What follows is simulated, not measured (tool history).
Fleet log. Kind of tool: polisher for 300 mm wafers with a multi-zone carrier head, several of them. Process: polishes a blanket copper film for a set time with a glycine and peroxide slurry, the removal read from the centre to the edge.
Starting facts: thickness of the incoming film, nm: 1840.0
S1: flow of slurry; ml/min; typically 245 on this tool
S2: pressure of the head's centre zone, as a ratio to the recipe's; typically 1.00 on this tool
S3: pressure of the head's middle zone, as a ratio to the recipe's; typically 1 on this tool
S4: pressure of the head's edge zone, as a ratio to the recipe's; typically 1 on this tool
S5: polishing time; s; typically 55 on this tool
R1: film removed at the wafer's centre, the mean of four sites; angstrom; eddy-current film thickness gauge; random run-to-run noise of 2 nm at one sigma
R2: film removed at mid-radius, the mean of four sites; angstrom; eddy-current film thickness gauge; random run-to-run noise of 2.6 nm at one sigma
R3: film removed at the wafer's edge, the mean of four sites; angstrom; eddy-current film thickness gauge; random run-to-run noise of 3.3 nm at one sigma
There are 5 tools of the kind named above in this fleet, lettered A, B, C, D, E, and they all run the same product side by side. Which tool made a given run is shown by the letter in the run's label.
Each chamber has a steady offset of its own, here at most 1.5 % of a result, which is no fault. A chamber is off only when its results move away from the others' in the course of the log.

run,hour,S1,S2,S3,S4,S5,R1,R2,R3
# hour 12.6: chamber C: centre zone pressure recalibrated
1C,13.2,245,1.00,1,1,55,2287.8,2255.9,2284.3
2B,23.5,245,1.00,1,1,55,2264.5,2260.1,2228.7
# hour 26.0: chamber B: worn pad replaced by a new one
# hour 26.7: chamber D: worn pad replaced by a new one
3A,34.3,245,1.00,1,1,55,2273.6,2234.8,2332.6
4E,46.4,245,1.00,1,1,55,2285.1,2295.0,2367.0
# hour 49.3: chamber C: worn pad replaced by a new one
# hour 55.2: chamber A: worn pad replaced by a new one
5D,57.4,245,1.00,1,1,55,2297.9,2303.7,2248.7
6C,69.1,245,1.00,1,1,55,2260.8,2224.9,2224.1
7B,77.9,245,1.00,1,1,55,2302.9,2227.8,2309.7
8D,86.0,320,0.93,1,1,55,2152.2,2348.6,2315.3
# hour 90.9: chamber D: worn pad replaced by a new one
9A,95.4,320,0.93,1,1,55,2134.4,2289.1,2324.2
10E,102.2,320,0.93,1,1,55,2163.4,2333.8,2382.5
# hour 107.6: chamber A: centre zone pressure recalibrated
# hour 109.3: chamber B: worn pad replaced by a new one
# hour 113.2: chamber E: slurry nozzle cleaned
11D,114.8,320,0.93,1,1,55,2218.5,2320.3,2313.0
# hour 122.0: chamber E: worn pad replaced by a new one
12A,124.6,320,0.93,1,1,55,2167.5,2347.0,2380.2
# hour 133.7: chamber C: worn pad replaced by a new one
13E,136.0,245,1.00,1,1,36,1502.0,1519.9,1540.1
# hour 138.9: chamber B: edge zone pressure recalibrated
# hour 143.0: chamber A: worn pad replaced by a new one
14B,143.3,245,1.00,1,1,36,1508.7,1452.1,1528.8
15C,154.1,245,1.00,1,1,36,1484.1,1482.6,1490.4
# hour 163.6: chamber D: worn pad replaced by a new one
16A,167.1,245,1.00,1,1,36,1505.2,1510.8,1500.4
17E,178.8,245,1.00,1,1,36,1483.5,1480.9,1524.2
# hour 180.1: chamber B: worn pad replaced by a new one
18D,186.2,245,1.00,1,1,55,2301.1,2297.6,2263.1
19B,195.6,245,0.90,1,1,66,2452.9,2701.1,2698.9
20C,202.9,245,0.90,1,1,66,2411.9,2708.0,2698.3
21B,212.5,245,0.90,1,1,66,2468.9,2756.1,2681.8
22E,221.0,245,0.90,1,1,66,2451.0,2671.7,2766.6
# hour 221.5: chamber E: centre zone pressure recalibrated
# hour 222.4: chamber A: edge zone pressure recalibrated
# hour 228.3: chamber C: worn pad replaced by a new one
23D,228.5,245,0.90,1,1,66,2433.6,2683.4,2651.4
# hour 230.9: chamber D: worn pad replaced by a new one
# hour 232.7: chamber A: worn pad replaced by a new one
24A,235.8,245,1.00,1,1,55,2271.5,2242.3,2238.0
# hour 246.0: chamber B: worn pad replaced by a new one
25C,249.2,245,1.00,1,1,55,2277.0,2281.9,2238.1
26A,261.6,245,1.00,1,1,55,2308.7,2266.8,2256.1
# hour 269.5: chamber E: worn pad replaced by a new one
27D,272.1,245,1.00,1,1,55,2249.1,2283.7,2199.4
28C,278.4,245,1.00,1,1,55,2286.3,2285.4,2314.3
29B,289.7,245,1.00,1,1,55,2262.5,2233.0,2255.5
# hour 301.2: chamber D: worn pad replaced by a new one
30E,301.6,245,1.00,1,1,55,2276.8,2300.8,2305.9
31C,310.6,245,1.08,1,1,55,2481.9,2260.6,2243.1
# hour 314.8: chamber B: worn pad replaced by a new one
# hour 315.0: chamber C: worn pad replaced by a new one
# hour 319.8: chamber A: worn pad replaced by a new one
32E,321.5,245,1.08,1,1,55,2479.2,2297.5,2318.0
# hour 328.7: chamber B: slurry nozzle cleaned
33B,329.9,245,1.08,1,1,55,2448.9,2246.1,2277.4
34A,336.1,245,1.08,1,1,55,2475.3,2295.9,2283.3
35D,350.5,245,1.08,1,1,55,2456.3,2246.0,2252.9
36C,363.9,245,1.00,1,1,55,2282.5,2252.1,2297.1

All 5 chambers run these settings next. Forecast each chamber's results:
37A,374.2,320,1.00,1,1,55,?,?,?
37B,374.2,320,1.00,1,1,55,?,?,?
37C,374.2,320,1.00,1,1,55,?,?,?
37D,374.2,320,1.00,1,1,55,?,?,?
37E,374.2,320,1.00,1,1,55,?,?,?

run,R1,R2,R3
37A,2322.4,2309.1,2309.3
37B,2346.8,2344.4,2297.1
37C,2310.4,2299.3,2383.7
37D,2342.6,2355.1,2305.8
37E,2362.2,2346.3,2381.8
